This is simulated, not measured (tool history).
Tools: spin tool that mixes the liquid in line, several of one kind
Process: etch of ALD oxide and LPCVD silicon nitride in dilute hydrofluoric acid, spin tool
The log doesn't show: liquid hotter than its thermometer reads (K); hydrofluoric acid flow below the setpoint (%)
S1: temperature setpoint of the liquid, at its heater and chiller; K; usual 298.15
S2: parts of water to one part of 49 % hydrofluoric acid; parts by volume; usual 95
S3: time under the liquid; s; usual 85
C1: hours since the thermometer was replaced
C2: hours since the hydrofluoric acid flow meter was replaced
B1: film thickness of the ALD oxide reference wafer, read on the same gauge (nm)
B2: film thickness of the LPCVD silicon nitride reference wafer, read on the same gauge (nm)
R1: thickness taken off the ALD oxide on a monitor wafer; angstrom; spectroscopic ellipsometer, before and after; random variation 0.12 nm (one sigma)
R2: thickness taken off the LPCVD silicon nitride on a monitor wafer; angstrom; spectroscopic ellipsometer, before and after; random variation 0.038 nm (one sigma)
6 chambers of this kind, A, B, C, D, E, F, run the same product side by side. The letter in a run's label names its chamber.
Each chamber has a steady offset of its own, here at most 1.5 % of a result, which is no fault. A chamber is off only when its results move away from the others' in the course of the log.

run     day      S1  S2  S3      C1      C2      B1      B2       R1       R2
 1E   0.192  298.15  95  85   706.1   278.4  29.992  89.989  131.840   3.6153
 2F   0.396  298.15  95  85   537.8   274.2  30.010  89.999  133.110   4.6002
 3A   0.554  298.15  95  85   807.8   246.7  29.988  89.992  135.770   4.4855
 4D   0.708  298.15  95  85   760.1  1318.7  29.968  90.008  132.250   3.8166
 5C   0.954  298.15  95  85   474.5  1864.3  30.039  90.002  132.760   4.4923
 6B   1.275  298.15  95  85  1163.1   489.2  30.003  90.003  133.420   4.9859
 7E   1.575  298.15  95  85   739.3   311.6  29.937  89.998  133.750   4.6651
 8C   1.854  298.15  95  85   496.1  1885.9  29.979  89.997  133.540   4.2254
 9A   2.058  300.15  95  40   843.9   282.8  29.990  89.995   68.773   2.3896
      2.179  -- chamber A: thermometer replaced
10F   2.329  300.15  95  40   584.2   320.6  30.007  90.006   67.382   2.5949
11B   2.592  300.15  95  40  1194.7   520.8  29.970  89.972   67.747   2.1925
12D   2.808  300.15  95  40   810.5  1369.1  30.020  90.004   66.928   2.4159
13C   2.979  300.15  95  40   523.1  1912.9  29.978  90.000   67.406   2.3221
14B   3.225  300.15  95  40  1209.9   536.0  30.048  90.010   67.703   2.3048
15A   3.538  298.15  95  85    32.6   318.3  30.022  90.002  134.900   4.3963
16D   3.854  298.15  95  85   835.6  1394.2  29.990  89.996  132.390   4.8315
17F   3.992  298.15  95  85   624.1   360.5  29.995  89.995  132.070   5.0972
18E   4.258  298.15  95  85   803.7   376.0  30.009  89.995  131.530   4.6652
19A   4.417  298.15  95  85    53.7   339.4  30.052  90.005  133.630   4.3219
20C   4.712  298.15  95  85   564.7  1954.5  30.024  90.010  133.060   4.0502
21E   4.888  298.15  95  85   818.8   391.1  29.986  89.983  129.000   4.6729
22F   5.200  302.65  55  85   653.1   389.5  29.975  90.002  292.340  11.2940
23D   5.508  302.65  55  85   875.3  1433.9  29.965  89.997  293.800  10.7090
24B   5.788  302.65  55  85  1271.4   597.5  30.019  89.992  286.080   9.9718
25D   5.988  302.65  55  85   886.8  1445.4  29.983  90.001  294.850  11.9600
26A   6.250  302.65  55  85    97.7   383.4  30.009  90.011  300.220  10.8090
27E   6.429  302.65  55  85   855.8   428.1  29.995  90.006  295.830  11.5710
28B   6.658  298.15  95  85  1292.3   618.4  29.982  89.998  131.680   3.8549
29C   6.925  298.15  95  85   617.8  2007.6  30.005  89.997  132.670   4.7100
30F   7.075  298.15  95  85   698.1   434.5  30.020  89.988  133.910   4.9130
31F   7.338  298.15  75  55   704.4   440.8  30.017  89.995  110.350   3.6103
32D   7.575  298.15  75  55   924.9  1483.5  30.076  89.991  111.480   3.6298
33A   7.758  298.15  75  55   133.9   419.6  30.060  90.009  112.460   3.5687
34C   8.054  298.15  75  55   644.9  2034.7  29.973  89.997  109.550   3.2057
35E   8.321  298.15  75  55   901.2   473.5  30.002  90.004  111.370   3.6677
36B   8.617  298.15  75  55  1339.3   665.4  29.990  89.994  111.020   3.0819
37C   8.883  298.15  95  85   664.8  2054.6  29.995  89.990  134.100   5.0142
38A   9.062  298.15  95  85   165.2   450.9  29.992  90.010  133.410   5.3958
39E   9.358  298.15  95  85   926.1   498.4  29.989  90.000  133.820   4.3331
40D   9.608  298.15  95  85   973.7  1532.3  30.004  89.995  133.820   4.2364
41B   9.921  298.15  95  85  1370.6   696.7  29.972  90.016  131.980   4.5609
42F  10.242  298.15  95  85   774.1   510.5  29.971  89.996  134.590   4.6277
43A  10.558  298.15  95  85   201.1   486.8  30.012  90.017  135.630   4.1448
44C  10.771  298.15  95  85   710.1  2099.9  30.044  89.983  133.160   4.6296

Next, every chamber runs the same settings. What will each give?
45A  11.004  298.15  95  85                   ?   ?
45B  11.004  298.15  95  85                   ?   ?
45C  11.004  298.15  95  85                   ?   ?
45D  11.004  298.15  95  85                   ?   ?
45E  11.004  298.15  95  85                   ?   ?
45F  11.004  298.15  95  85                   ?   ?

run       R1      R2
45A  135.290  4.7918
45B  133.730  4.4154
45C  132.840  4.4754
45D  134.520  5.0768
45E  131.570  4.6910
45F  133.120  4.1961
